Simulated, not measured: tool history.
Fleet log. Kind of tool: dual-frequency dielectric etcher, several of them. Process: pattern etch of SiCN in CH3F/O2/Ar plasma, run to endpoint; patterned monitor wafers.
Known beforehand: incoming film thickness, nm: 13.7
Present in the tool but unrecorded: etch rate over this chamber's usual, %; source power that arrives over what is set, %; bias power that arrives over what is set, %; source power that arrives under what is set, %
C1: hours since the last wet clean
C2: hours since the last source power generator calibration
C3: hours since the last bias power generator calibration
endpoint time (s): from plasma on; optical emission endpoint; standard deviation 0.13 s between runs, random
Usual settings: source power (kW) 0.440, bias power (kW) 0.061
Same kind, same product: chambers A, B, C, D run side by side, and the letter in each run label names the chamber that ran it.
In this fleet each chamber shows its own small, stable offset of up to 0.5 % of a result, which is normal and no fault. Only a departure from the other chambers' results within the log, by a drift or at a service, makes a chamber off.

{"run": "1A", "hour": 3.3, "source power (kW)": 0.44, "bias power (kW)": 0.061, "C1": 95.0, "C2": 252.3, "C3": 2338.7, "endpoint time (s)": 37.434}
{"run": "2B", "hour": 5.5, "source power (kW)": 0.44, "bias power (kW)": 0.061, "C1": 79.9, "C2": 3223.1, "C3": 1542.6, "endpoint time (s)": 37.455}
{"run": "3D", "hour": 10.6, "source power (kW)": 0.44, "bias power (kW)": 0.061, "C1": 177.4, "C2": 432.2, "C3": 1251.7, "endpoint time (s)": 37.395}
{"run": "4C", "hour": 13.7, "source power (kW)": 0.44, "bias power (kW)": 0.061, "C1": 210.7, "C2": 3710.9, "C3": 85.5, "endpoint time (s)": 37.411}
{"run": "5D", "hour": 18.7, "source power (kW)": 0.44, "bias power (kW)": 0.061, "C1": 185.5, "C2": 440.3, "C3": 1259.8, "endpoint time (s)": 37.077}
{"run": "6B", "hour": 22.3, "source power (kW)": 0.44, "bias power (kW)": 0.061, "C1": 96.7, "C2": 3239.9, "C3": 1559.4, "endpoint time (s)": 37.385}
{"run": "7A", "hour": 26.5, "source power (kW)": 0.44, "bias power (kW)": 0.061, "C1": 118.2, "C2": 275.5, "C3": 2361.9, "endpoint time (s)": 37.473}
{"run": "8C", "hour": 29.7, "source power (kW)": 0.44, "bias power (kW)": 0.061, "C1": 226.7, "C2": 3726.9, "C3": 101.5, "endpoint time (s)": 37.238}
{"run": "9D", "hour": 34.5, "source power (kW)": 0.44, "bias power (kW)": 0.061, "C1": 201.3, "C2": 456.1, "C3": 1275.6, "endpoint time (s)": 37.283}
{"run": "10A", "hour": 38.9, "source power (kW)": 0.44, "bias power (kW)": 0.061, "C1": 130.6, "C2": 287.9, "C3": 2374.3, "endpoint time (s)": 37.534}
{"run": "11B", "hour": 43.7, "source power (kW)": 0.44, "bias power (kW)": 0.061, "C1": 118.1, "C2": 3261.3, "C3": 1580.8, "endpoint time (s)": 37.231}
{"run": "12C", "hour": 47.8, "source power (kW)": 0.38, "bias power (kW)": 0.053, "C1": 244.8, "C2": 3745.0, "C3": 119.6, "endpoint time (s)": 40.655}
{"run": "13D", "hour": 52.6, "source power (kW)": 0.38, "bias power (kW)": 0.053, "C1": 219.4, "C2": 474.2, "C3": 1293.7, "endpoint time (s)": 41.12}
{"run": "14B", "hour": 55.4, "source power (kW)": 0.38, "bias power (kW)": 0.053, "C1": 129.8, "C2": 3273.0, "C3": 1592.5, "endpoint time (s)": 41.304}
{"run": "15A", "hour": 59.5, "source power (kW)": 0.38, "bias power (kW)": 0.053, "C1": 151.2, "C2": 308.5, "C3": 2394.9, "endpoint time (s)": 41.158}
{"run": "16C", "hour": 64.5, "source power (kW)": 0.35, "bias power (kW)": 0.056, "C1": 261.5, "C2": 3761.7, "C3": 136.3, "endpoint time (s)": 41.202}
{"run": "17D", "hour": 69.2, "source power (kW)": 0.35, "bias power (kW)": 0.056, "C1": 236.0, "C2": 490.8, "C3": 1310.3, "endpoint time (s)": 41.748}
{"run": "18A", "hour": 73.0, "source power (kW)": 0.35, "bias power (kW)": 0.056, "C1": 164.7, "C2": 322.0, "C3": 2408.4, "endpoint time (s)": 41.978}
{"run": "19B", "hour": 75.6, "source power (kW)": 0.35, "bias power (kW)": 0.056, "C1": 150.0, "C2": 3293.2, "C3": 1612.7, "endpoint time (s)": 41.831}
{"run": "20C", "hour": 79.9, "source power (kW)": 0.44, "bias power (kW)": 0.061, "C1": 276.9, "C2": 3777.1, "C3": 151.7, "endpoint time (s)": 36.475}
{"run": "21B", "hour": 83.5, "source power (kW)": 0.44, "bias power (kW)": 0.061, "C1": 157.9, "C2": 3301.1, "C3": 1620.6, "endpoint time (s)": 37.318}
{"run": "22A", "hour": 86.0, "source power (kW)": 0.54, "bias power (kW)": 0.053, "C1": 177.7, "C2": 335.0, "C3": 2421.4, "endpoint time (s)": 36.217}
{"run": "23C", "hour": 88.4, "source power (kW)": 0.54, "bias power (kW)": 0.053, "C1": 285.4, "C2": 3785.6, "C3": 160.2, "endpoint time (s)": 35.244}
{"run": "24D", "hour": 92.1, "source power (kW)": 0.54, "bias power (kW)": 0.053, "C1": 258.9, "C2": 513.7, "C3": 1333.2, "endpoint time (s)": 36.254}
{"run": "25D", "hour": 95.7, "source power (kW)": 0.54, "bias power (kW)": 0.053, "C1": 262.5, "C2": 517.3, "C3": 1336.8, "endpoint time (s)": 36.054}
{"run": "26C", "hour": 100.7, "source power (kW)": 0.44, "bias power (kW)": 0.061, "C1": 297.7, "C2": 3797.9, "C3": 172.5, "endpoint time (s)": 36.208}
{"run": "27B", "hour": 103.7, "source power (kW)": 0.44, "bias power (kW)": 0.061, "C1": 178.1, "C2": 3321.3, "C3": 1640.8, "endpoint time (s)": 37.224}
{"run": "28A", "hour": 108.0, "source power (kW)": 0.44, "bias power (kW)": 0.061, "C1": 199.7, "C2": 357.0, "C3": 2443.4, "endpoint time (s)": 37.384}
{"run": "29C", "hour": 112.6, "source power (kW)": 0.44, "bias power (kW)": 0.061, "C1": 309.6, "C2": 3809.8, "C3": 184.4, "endpoint time (s)": 35.961}
{"run": "30A", "hour": 115.5, "source power (kW)": 0.44, "bias power (kW)": 0.061, "C1": 207.2, "C2": 364.5, "C3": 2450.9, "endpoint time (s)": 37.394}
{"run": "31D", "hour": 119.9, "source power (kW)": 0.44, "bias power (kW)": 0.061, "C1": 286.7, "C2": 541.5, "C3": 1361.0, "endpoint time (s)": 37.454}
{"run": "32B", "hour": 123.8, "source power (kW)": 0.44, "bias power (kW)": 0.061, "C1": 198.2, "C2": 3341.4, "C3": 1660.9, "endpoint time (s)": 37.242}

What goes on in this fleet: one chamber off, a drifting gauge, or nothing beyond the chambers' own small offsets? Name the chamber and the cause, if any.

Chamber C drifts away from the others.
What lies behind it: etch rate over this chamber's usual, % = 4.37.

Which of the 4 candidates below, each the usual settings with something changed and its results left as question marks, puts chamber C back in line with what the other chambers give on the usual settings?
A result is in line if it is within this distance of the other chambers' mean on the usual settings: endpoint time (s) 0.470
{"run": "33C-1", "hour": 127.5, "source power (kW)": 0.44, "bias power (kW)": 0.064, "endpoint time (s)": "?"}
{"run": "33C-2", "hour": 127.5, "source power (kW)": 0.43, "bias power (kW)": 0.06, "endpoint time (s)": "?"}
{"run": "33C-3", "hour": 127.5, "source power (kW)": 0.41, "bias power (kW)": 0.058, "endpoint time (s)": "?"}
{"run": "33C-4", "hour": 127.5, "source power (kW)": 0.44, "bias power (kW)": 0.068, "endpoint time (s)": "?"}

On the usual settings, the other chambers give on average: endpoint time (s) 37.292
run=33C-1 endpoint_time_(s)=35.271
run=33C-2 endpoint_time_(s)=36.359
run=33C-3 endpoint_time_(s)=37.448
run=33C-4 endpoint_time_(s)=34.553
With 33C-3, the chamber falls back in line with the rest.
